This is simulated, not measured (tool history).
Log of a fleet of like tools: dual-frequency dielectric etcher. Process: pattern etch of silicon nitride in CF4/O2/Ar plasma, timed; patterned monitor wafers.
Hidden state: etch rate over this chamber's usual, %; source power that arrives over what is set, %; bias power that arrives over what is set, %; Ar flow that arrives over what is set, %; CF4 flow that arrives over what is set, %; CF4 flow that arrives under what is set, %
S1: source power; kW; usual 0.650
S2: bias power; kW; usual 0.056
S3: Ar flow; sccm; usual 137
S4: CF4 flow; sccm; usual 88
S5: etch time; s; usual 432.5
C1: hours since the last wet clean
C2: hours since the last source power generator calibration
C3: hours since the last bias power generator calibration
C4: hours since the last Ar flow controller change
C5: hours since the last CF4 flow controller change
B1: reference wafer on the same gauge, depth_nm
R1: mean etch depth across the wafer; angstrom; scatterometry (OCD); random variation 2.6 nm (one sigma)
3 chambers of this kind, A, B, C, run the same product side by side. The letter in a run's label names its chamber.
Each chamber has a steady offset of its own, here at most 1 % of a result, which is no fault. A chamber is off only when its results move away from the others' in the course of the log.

run,hour,S1,S2,S3,S4,S5,C1,C2,C3,C4,C5,B1,R1
1B,4.4,0.650,0.056,137,88,432.5,469.3,974.8,2311.2,3698.5,1086.6,1060.1,10172.0
2A,12.8,0.650,0.056,137,88,432.5,191.9,1041.6,498.8,3182.7,2501.8,1060.5,10257.0
3C,18.0,0.650,0.056,137,88,432.5,167.6,923.7,231.2,3647.7,610.9,1060.0,10231.0
4A,24.3,0.650,0.056,137,88,432.5,203.4,1053.1,510.3,3194.2,2513.3,1059.2,10255.0
5C,30.7,0.720,0.056,137,88,432.5,180.3,936.4,243.9,3660.4,623.6,1060.1,11207.0
6B,34.6,0.720,0.056,137,88,432.5,499.5,1005.0,2341.4,3728.7,1116.8,1059.2,11147.0
7C,40.2,0.720,0.056,137,88,432.5,189.8,945.9,253.4,3669.9,633.1,1059.4,11158.0
8A,44.2,0.650,0.056,137,88,432.5,223.3,1073.0,530.2,3214.1,2533.2,1060.2,10264.0
9B,47.9,0.500,0.044,137,88,432.5,512.8,1018.3,2354.7,3742.0,1130.1,1060.0,7314.4
10A,54.1,0.500,0.044,137,88,432.5,233.2,1082.9,540.1,3224.0,2543.1,1059.6,7487.4
11B,57.8,0.500,0.044,137,88,432.5,522.7,1028.2,2364.6,3751.9,1140.0,1060.2,7354.3
12C,65.1,0.650,0.056,137,88,432.5,214.7,970.8,278.3,3694.8,658.0,1059.8,10261.0
13C,69.9,0.650,0.056,137,88,432.5,219.5,975.6,283.1,3699.6,662.8,1060.1,10220.0
14B,76.5,0.650,0.056,137,88,432.5,541.4,1046.9,2383.3,3770.6,1158.7,1060.7,10163.0
15A,80.2,0.650,0.056,137,88,432.5,259.3,1109.0,566.2,3250.1,2569.2,1059.7,10223.0
16B,84.2,0.650,0.056,137,88,432.5,549.1,1054.6,2391.0,3778.3,1166.4,1060.3,10133.0
17A,89.2,0.650,0.056,137,88,432.5,268.3,1118.0,575.2,3259.1,2578.2,1059.9,10220.0
18C,94.6,0.650,0.056,137,88,432.5,244.2,1000.3,307.8,3724.3,687.5,1060.0,10210.0
19C,102.9,0.650,0.056,137,88,432.5,252.5,1008.6,316.1,3732.6,695.8,1060.5,10263.0
20A,107.0,0.650,0.056,137,88,432.5,286.1,1135.8,593.0,3276.9,2596.0,1059.9,10305.0
21B,110.8,0.650,0.056,137,88,432.5,575.7,1081.2,2417.6,3804.9,1193.0,1060.3,10153.0
22C,114.9,0.650,0.065,137,88,323.5,264.5,1020.6,328.1,3744.6,707.8,1059.9,8138.2
23A,123.0,0.650,0.065,137,88,323.5,302.1,1151.8,609.0,3292.9,2612.0,1059.6,8126.9
24B,129.5,0.650,0.065,137,88,323.5,594.4,1099.9,2436.3,3823.6,1211.7,1060.0,8080.8
25A,136.6,0.650,0.051,137,88,544.5,315.7,1165.4,622.6,3306.5,2625.6,1059.9,12473.0
26C,140.9,0.650,0.051,137,88,544.5,290.5,1046.6,354.1,3770.6,733.8,1060.4,12357.0
27B,148.5,0.650,0.051,137,88,544.5,613.4,1118.9,2455.3,3842.6,1230.7,1060.3,12336.0
28B,155.7,0.650,0.056,137,88,432.5,620.6,1126.1,2462.5,3849.8,1237.9,1060.4,10189.0
29A,162.5,0.650,0.056,137,88,432.5,341.6,1191.3,648.5,3332.4,2651.5,1059.5,10251.0
# hour 164.6: chamber B: bias power generator calibrated
30C,170.4,0.650,0.056,137,88,432.5,320.0,1076.1,383.6,3800.1,763.3,1060.2,10227.0
31A,174.6,0.650,0.056,137,88,432.5,353.7,1203.4,660.6,3344.5,2663.6,1060.3,10264.0
32C,180.2,0.650,0.056,137,88,432.5,329.8,1085.9,393.4,3809.9,773.1,1060.4,10216.0
33B,184.3,0.650,0.050,117,88,432.5,649.2,1154.7,19.7,3878.4,1266.5,1060.2,9904.1

What goes on in this fleet: one chamber off, a drifting gauge, or nothing beyond the chambers' own small offsets? Name the chamber and the cause, if any.

No chamber stands off beyond its own small offset, and the gauge holds steady.
